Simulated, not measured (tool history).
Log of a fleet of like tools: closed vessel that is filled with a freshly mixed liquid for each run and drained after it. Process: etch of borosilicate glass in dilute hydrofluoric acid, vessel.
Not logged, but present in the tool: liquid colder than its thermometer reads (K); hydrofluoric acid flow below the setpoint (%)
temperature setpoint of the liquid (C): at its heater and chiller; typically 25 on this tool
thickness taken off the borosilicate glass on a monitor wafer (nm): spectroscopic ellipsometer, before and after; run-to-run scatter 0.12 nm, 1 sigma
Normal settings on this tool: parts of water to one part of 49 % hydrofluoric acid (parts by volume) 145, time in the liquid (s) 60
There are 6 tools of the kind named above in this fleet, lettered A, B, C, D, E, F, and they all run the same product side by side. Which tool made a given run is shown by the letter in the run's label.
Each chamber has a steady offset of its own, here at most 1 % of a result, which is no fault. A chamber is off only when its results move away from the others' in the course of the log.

run	hour	temperature setpoint of the liquid (C)	parts of water to one part of 49 % hydrofluoric acid (parts by volume)	time in the liquid (s)	hours since the thermometer was replaced	hours since the hydrofluoric acid flow meter was replaced	read-back film thickness of the borosilicate glass reference wafer, read on the same gauge (nm)	thickness taken off the borosilicate glass on a monitor wafer (nm)
1A	7.4	25	145	60	458.3	113	30.03	12.462
2B	13.5	25	145	60	973.4	1281.4	29.977	12.693
3C	17.2	25	145	60	1648.9	84.7	30.001	12.581
4E	24.8	25	145	60	510.3	1921.9	30.024	12.422
5D	28.6	25	145	60	529.6	98.6	30.012	12.392
6F	34.7	25	145	60	480.3	348.1	29.999	12.692
7F	40.5	25	80	30	486.1	353.9	29.997	12.036
8D	48.1	25	80	30	549.1	118.1	29.989	12.087
9A	55.3	25	80	30	506.2	160.9	30.041	12.35
10B	61.4	25	80	30	1021.3	1329.3	29.979	12.272
11C	68.8	25	80	30	1700.5	136.3	30.006	12.305
12E	73.2	25	80	30	558.7	1970.3	29.945	12.484
# hour 77.6: chamber A: thermometer replaced
13C	79.8	25	145	60	1711.5	147.3	30.017	12.113
14D	87.4	25	145	60	588.4	157.4	29.989	12.334
15B	94.1	25	145	60	1054	1362	30.012	12.383
16A	100.6	25	145	60	23.1	206.2	29.991	12.51
17F	106.5	25	210	30	552.1	419.9	30.004	3.9873
18E	113.3	25	210	30	598.8	2010.4	29.998	3.9959
19D	121.6	25	210	30	622.6	191.6	30.005	4.0561
20C	126.5	25	210	30	1758.2	194	29.976	3.7425
21A	133.5	25	210	30	56	239.1	29.994	4.075
22B	140.2	25	210	30	1100.1	1408.1	29.991	4.0366
23F	146.7	25	145	60	592.3	460.1	29.986	12.442
# hour 147.7: chamber E: hydrofluoric acid flow meter replaced
24E	153.1	25	145	70	638.6	5.5	29.999	14.574
25F	161	25	145	70	606.6	474.4	30.004	14.498
26E	166.2	25	145	70	651.7	18.6	30.017	14.467
27A	173.8	25	145	70	96.3	279.4	30.004	14.525
28C	178.7	25	145	70	1810.4	246.2	29.973	13.44
29B	186.9	25	145	70	1146.8	1454.8	29.993	14.67
30D	193.4	25	145	60	694.4	263.4	29.978	12.42
31C	198.3	25	145	60	1830	265.8	29.998	11.218
32B	206	25	145	60	1165.9	1473.9	30.032	12.439
33A	209.8	25	145	60	132.3	315.4	29.998	12.443
34F	214	25	145	60	659.6	527.4	30.003	12.476
35D	220.2	25	145	60	721.2	290.2	29.945	12.572
36E	225.4	25	145	60	710.9	77.8	30.005	12.421
37A	233.4	25	145	60	155.9	339	30.005	12.471
38D	239.5	25	145	60	740.5	309.5	29.986	12.5
39E	243.8	25	145	60	729.3	96.2	29.994	12.447

Is one chamber off against the others, does the gauge drift, or is nothing wrong? If a chamber is off, say which, and what the likeliest cause is.

Little by little, chamber C moves away from the other chambers.
Likeliest cause: hydrofluoric acid flow below the setpoint (%) = 9.45.
The log may not tell that from: liquid colder than its thermometer reads (K).

Which of the 4 candidates below, each the usual settings with something changed and its results left as question marks, puts chamber C back in line with what the other chambers give on the usual settings?
Counts as in line when no further than this from what the other chambers average on the usual settings: thickness taken off the borosilicate glass on a monitor wafer (nm) 0.41
40C-1	249.8	28.5	145	60				?
40C-2	249.8	25	150	55				?
40C-3	249.8	24.5	175	60				?
40C-4	249.8	31.5	145	60				?

Usual-settings mean across the other chambers: thickness taken off the borosilicate glass on a monitor wafer (nm) 12.472
run	thickness taken off the borosilicate glass on a monitor wafer (nm)
40C-1	12.48
40C-2	9.6604
40C-3	8.5808
40C-4	13.873
It is 40C-1 that realigns the chamber with its peers.
